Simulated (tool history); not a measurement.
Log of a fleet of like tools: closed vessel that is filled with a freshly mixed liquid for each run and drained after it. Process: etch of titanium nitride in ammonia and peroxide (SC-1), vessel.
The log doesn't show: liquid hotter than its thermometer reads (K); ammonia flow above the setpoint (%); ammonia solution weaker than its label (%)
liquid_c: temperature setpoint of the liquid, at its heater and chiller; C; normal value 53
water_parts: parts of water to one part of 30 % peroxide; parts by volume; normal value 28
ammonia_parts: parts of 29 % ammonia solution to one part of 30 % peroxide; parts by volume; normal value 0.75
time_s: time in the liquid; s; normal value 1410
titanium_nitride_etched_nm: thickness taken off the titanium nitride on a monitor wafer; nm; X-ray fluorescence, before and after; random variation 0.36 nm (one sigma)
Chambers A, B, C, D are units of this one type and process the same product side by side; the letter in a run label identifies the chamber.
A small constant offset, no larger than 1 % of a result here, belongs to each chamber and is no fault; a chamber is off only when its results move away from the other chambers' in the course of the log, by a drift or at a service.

run   hour  liquid_c  water_parts  ammonia_parts  time_s  hours since the thermometer was replaced  hours since the ammonia flow meter was replaced  hours since the drum of ammonia solution was connected  read-back film thickness of the titanium nitride reference wafer, read on the same gauge (nm)  titanium_nitride_etched_nm
 1D    9.7        53           28           0.75    1410                                    1092.7                                            449.8                                                   161.5                                                                                         89.986                      52.301
 2B   18.4        53           28           0.75    1410                                     109.1                                            296.3                                                  1074.7                                                                                         89.991                      52.814
 3A   24.9        53           28           0.75    1410                                    1692.7                                            228.9                                                    77.6                                                                                         90.009                      53.245
 4C   32.8        53           28           0.75    1410                                     738.8                                           1341.4                                                  1094.1                                                                                         89.988                      53.005
 5B   46.5        53           28           0.75    1410                                     137.2                                            324.4                                                  1102.8                                                                                         89.997                      52.555
 6C   61.4        53           28           0.75    1410                                     767.4                                             1370                                                  1122.7                                                                                         90.015                       52.81
 7A   68.8        53           28           0.75    1410                                    1736.6                                            272.8                                                   121.5                                                                                         89.986                      53.414
 8D   83.3        53           28           0.75    1410                                    1166.3                                            523.4                                                   235.1                                                                                         89.997                       52.81
 9C     92        53           28           0.75     630                                       798                                           1400.6                                                  1153.3                                                                                         89.989                      24.058
10B  102.9        53           28           0.75     630                                     193.6                                            380.8                                                  1159.2                                                                                         90.004                      23.822
     115.1  -- chamber C: ammonia flow meter replaced
11A    117        53           28           0.75     630                                    1784.8                                              321                                                   169.7                                                                                         90.006                      23.401
     124.9  -- chamber B: new drum of ammonia solution connected
12D  126.2        53           28           0.75     630                                    1209.2                                            566.3                                                     278                                                                                         89.996                        23.8
     127.3  -- chamber C: new drum of ammonia solution connected
13B  139.8        53           28           0.75    1410                                     230.5                                            417.7                                                      15                                                                                         89.989                      53.842
14D  152.5        53           28           0.75    1410                                    1235.5                                            592.6                                                   304.3                                                                                         89.972                      53.644
15A  166.3        53           28           0.75    1410                                    1834.1                                            370.3                                                     219                                                                                         89.998                      53.669
16C  174.2        53         32.5           0.75    1410                                     880.2                                             59.1                                                      47                                                                                         89.996                      49.509
     185.2  -- chamber B: ammonia flow meter replaced
17A  188.6        53         32.5           0.75    1410                                    1856.4                                            392.6                                                   241.3                                                                                         89.998                      49.439
18B  199.5        53         32.5           0.75    1410                                     290.2                                             14.4                                                    74.7                                                                                         90.003                      49.514
19C    214        53         32.5           0.75    1410                                       920                                             98.9                                                    86.8                                                                                         90.003                      48.779
20D  223.8        53           28           0.75    1410                                    1306.8                                            663.9                                                   375.6                                                                                         89.994                      54.628
21C  234.7        53           28           0.75    1410                                     940.7                                            119.6                                                   107.5                                                                                         89.984                      53.558
22B  243.7        53           39           0.75     765                                     334.4                                             58.6                                                   118.9                                                                                         90.013                       23.89
23D  256.8        53           39           0.75     765                                    1339.8                                            696.9                                                   408.6                                                                                         90.009                       24.61
24A  271.4        53           39           0.75     765                                    1939.2                                            475.4                                                   324.1                                                                                         89.995                      24.139
25A  286.1        53           39           0.75     765                                    1953.9                                            490.1                                                   338.8                                                                                         90.006                       23.84
26B    298        53           28           0.75    1410                                     388.7                                            112.9                                                   173.2                                                                                         90.014                      52.912
     302.7  -- chamber A: new drum of ammonia solution connected
27D    305        53           28           0.75    1410                                      1388                                            745.1                                                   456.8                                                                                         89.989                      55.923
28C  318.8        53           28           0.75    1410                                    1024.8                                            203.7                                                   191.6                                                                                         89.996                      53.623
     330.7  -- chamber D: new drum of ammonia solution connected
29D  332.4        53           28           0.75    1410                                    1415.4                                            772.5                                                     1.8                                                                                         89.994                      55.455
30C  340.3        53           28           0.75    1410                                    1046.3                                            225.2                                                   213.1                                                                                         89.995                      53.334
31B  349.2        53           28           0.75    1410                                     439.9                                            164.1                                                   224.4                                                                                         89.983                      52.961
32A  355.9        53           28           0.75    1410                                    2023.7                                            559.9                                                    53.2                                                                                         89.993                      52.851
33D  370.5        53           28           0.75    1410                                    1453.5                                            810.6                                                    39.9                                                                                         90.014                      56.485
34A  378.3        53           28           0.75    1410                                    2046.1                                            582.3                                                    75.6                                                                                          89.99                      53.313
35B  385.1        53           28           0.75    1410                                     475.8                                              200                                                   260.3                                                                                         89.987                      52.847
36C  391.8        53           28           0.75    1410                                    1097.8                                            276.7                                                   264.6                                                                                         89.994                      53.924
37C  401.6        53           28           0.75    1410                                    1107.6                                            286.5                                                   274.4                                                                                         90.001                      53.481
38B  414.8        53           28           0.75    1410                                     505.5                                            229.7                                                     290                                                                                         89.986                      53.797
39D  425.4        53           28           0.75    1410                                    1508.4                                            865.5                                                    94.8                                                                                         90.007                      56.789
     427.1  -- chamber B: thermometer replaced
40A    437        53           28           0.75    1410                                    2104.8                                              641                                                   134.3                                                                                         89.999                      53.191
41B  444.9        53           28           0.75    1410                                      17.8                                            259.8                                                   320.1                                                                                         89.979                      53.806

What goes on in this fleet: one chamber off, a drifting gauge, or nothing beyond the chambers' own small offsets? Name the chamber and the cause, if any.

Little by little, chamber D moves away from the other chambers.
What lies behind it: liquid hotter than its thermometer reads (K) = 1.14.

Which of the 4 candidates below, each the usual settings with something changed and its results left as question marks, puts chamber D back in line with what the other chambers give on the usual settings?
Allowed miss from the other chambers' usual-settings mean, per result, to count as in line: titanium_nitride_etched_nm 1.3 nm
42D-1  455.6        54           28           0.75    1480                                                                                                                                                                                                                                                                             ?
42D-2  455.6        52         28.5           0.75    1350                                                                                                                                                                                                                                                                             ?
42D-3  455.6        53           28           0.75    1315                                                                                                                                                                                                                                                                             ?
42D-4  455.6        53           28            1.1    1410                                                                                                                                                                                                                                                                             ?

On the usual settings, the other chambers give on average: titanium_nitride_etched_nm 53.317 nm
  run  titanium_nitride_etched_nm
42D-1                      64.187
42D-2                       50.63
42D-3                      53.297
42D-4                      61.247
Change 42D-3 lands the chamber within the allowed miss of the other chambers.

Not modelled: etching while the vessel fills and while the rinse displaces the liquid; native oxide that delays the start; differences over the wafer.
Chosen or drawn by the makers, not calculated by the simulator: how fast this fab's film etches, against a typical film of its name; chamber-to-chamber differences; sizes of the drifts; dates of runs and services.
